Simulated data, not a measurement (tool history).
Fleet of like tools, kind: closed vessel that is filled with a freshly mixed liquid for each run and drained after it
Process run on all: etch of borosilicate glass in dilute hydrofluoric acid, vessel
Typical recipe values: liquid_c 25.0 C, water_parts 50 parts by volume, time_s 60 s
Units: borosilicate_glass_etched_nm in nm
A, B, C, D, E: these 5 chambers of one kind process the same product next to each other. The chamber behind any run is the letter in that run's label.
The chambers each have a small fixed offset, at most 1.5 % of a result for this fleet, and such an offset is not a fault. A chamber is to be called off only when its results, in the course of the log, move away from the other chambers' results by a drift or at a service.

run,day,liquid_c,water_parts,time_s,"read-back film thickness of the borosilicate glass reference wafer, read on the same gauge (nm)",borosilicate_glass_etched_nm
1A,0.242,25.0,50,60,60.027,44.527
2E,0.600,25.0,50,60,60.024,43.451
3D,0.871,25.0,50,60,59.956,42.802
4C,1.271,25.0,50,60,59.971,43.642
5B,1.729,25.0,50,60,60.034,43.286
6B,2.104,25.0,50,60,59.985,43.306
7C,2.629,25.0,50,60,59.981,43.861
8A,3.029,25.0,50,60,59.973,43.894
9E,3.404,25.0,50,60,59.972,43.497
10D,3.921,25.0,50,60,60.034,43.697
11C,4.179,25.0,50,60,59.992,43.111
12D,4.538,25.0,50,60,60.001,43.889
13B,4.821,25.0,50,60,59.975,43.265
14E,5.150,25.0,50,60,60.002,43.313
15A,5.638,22.0,50,60,60.019,38.480
16A,5.958,22.0,50,60,59.978,38.792
17E,6.250,22.0,50,60,60.022,38.261
18C,6.779,22.0,50,60,60.020,38.215
19B,7.242,22.0,50,60,59.977,38.188
20D,7.692,25.0,50,60,59.983,43.157
21B,8.017,25.0,50,60,60.037,43.515
22D,8.312,25.0,50,60,60.026,43.070
23E,8.762,25.0,50,60,60.032,43.542
24A,9.125,25.0,50,60,59.983,44.313
25C,9.362,25.0,50,60,59.978,42.852
26E,9.742,25.0,50,60,60.033,43.428
27A,10.204,25.0,50,60,60.006,43.709
28D,10.621,26.5,50,50,60.012,38.370
29C,11.096,26.5,50,50,60.001,38.385
30B,11.408,26.5,50,50,60.013,38.536
31B,11.708,26.5,50,50,59.977,38.227
32C,12.058,26.5,50,50,60.005,38.787
33A,12.342,25.0,50,60,59.988,43.767
34D,12.729,23.0,50,60,59.973,39.602
35E,12.983,23.0,50,60,59.999,39.523
36D,13.375,23.0,50,60,60.007,39.927

Which is it: a chamber that has drifted or been left off by a service, a gauge drift common to all chambers, or only each chamber's usual small offset? If a chamber is off, name it and its likeliest cause.

The fleet is healthy, with each chamber sitting at its usual small offset and no drift in the gauge.

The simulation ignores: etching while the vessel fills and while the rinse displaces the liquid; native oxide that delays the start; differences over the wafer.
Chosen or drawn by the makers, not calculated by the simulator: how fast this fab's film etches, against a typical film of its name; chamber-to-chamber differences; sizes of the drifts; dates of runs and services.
